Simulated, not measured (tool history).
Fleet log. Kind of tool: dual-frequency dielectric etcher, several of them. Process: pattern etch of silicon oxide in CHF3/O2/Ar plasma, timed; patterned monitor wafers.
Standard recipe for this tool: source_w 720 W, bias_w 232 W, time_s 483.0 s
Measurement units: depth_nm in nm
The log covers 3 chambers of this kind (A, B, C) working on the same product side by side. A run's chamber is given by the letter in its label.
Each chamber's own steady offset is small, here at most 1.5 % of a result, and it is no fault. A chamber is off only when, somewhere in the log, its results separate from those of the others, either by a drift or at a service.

run	hour	source_w	bias_w	time_s	read-back reference wafer on the same gauge, depth_nm	depth_nm
1B	6.6	720	232	483.0	1320.5	1101.60
2A	16.7	720	232	483.0	1318.4	1137.20
# hour 17.2: chamber B: wet clean of the chamber
3C	23.8	720	232	483.0	1320.1	1115.00
4C	28.7	720	232	483.0	1319.2	1114.50
5A	37.2	720	232	483.0	1319.5	1118.70
6B	43.4	720	232	483.0	1320.3	1112.60
7A	52.1	720	232	483.0	1321.3	1134.80
8C	57.6	720	232	483.0	1319.9	1128.30
9B	67.6	720	232	483.0	1318.6	1109.50
# hour 68.8: chamber C: wet clean of the chamber
10C	77.1	720	232	483.0	1320.4	1067.30
11A	87.2	720	177	404.5	1320.7	863.25
12B	98.0	720	177	404.5	1318.7	845.61
13C	103.9	720	177	404.5	1320.1	820.33
# hour 107.7: chamber A: wet clean of the chamber
14A	111.8	720	232	483.0	1318.9	1132.20
15B	116.9	720	232	483.0	1318.0	1114.60
16C	123.2	720	232	483.0	1319.7	1068.50
17B	130.4	720	232	483.0	1318.5	1107.50
18A	140.2	720	232	483.0	1319.9	1136.30
19B	146.1	720	232	483.0	1320.3	1105.10
20C	151.8	720	232	483.0	1320.3	1067.90
21A	161.4	720	232	483.0	1319.2	1129.70
22C	170.2	720	232	483.0	1321.5	1066.80
23A	178.4	720	232	483.0	1319.1	1127.60
24B	184.6	720	232	483.0	1319.8	1111.00
25A	191.3	720	232	483.0	1317.7	1129.90
26B	196.6	720	232	483.0	1321.6	1102.60
27C	205.3	720	232	483.0	1322.0	1076.20
28B	214.7	720	232	483.0	1320.7	1103.20

Which is it: a chamber that has drifted or been left off by a service, a gauge drift common to all chambers, or only each chamber's usual small offset? If a chamber is off, name it and its likeliest cause.

A service on chamber C put it out of line with the rest.
Most likely cause: etch rate under this chamber's usual, % = 4.47.

Below are 4 candidate recipes for chamber C's next run, each the usual settings with a change, their results shown as question marks. Which of them brings C's results back in line with what the other chambers give on the usual settings?
Allowed miss from the other chambers' usual-settings mean, per result, to count as in line: depth_nm 21.00 nm
29C-1	222.7	810	232	483.0		?
29C-2	222.7	710	230	464.0		?
29C-3	222.7	710	228	450.0		?
29C-4	222.7	890	232	483.0		?

What the other chambers average on the usual settings: depth_nm 1119.50 nm
run	depth_nm
29C-1	1115.90
29C-2	1017.20
29C-3	983.47
29C-4	1156.30
With 29C-1, the chamber falls back in line with the rest.
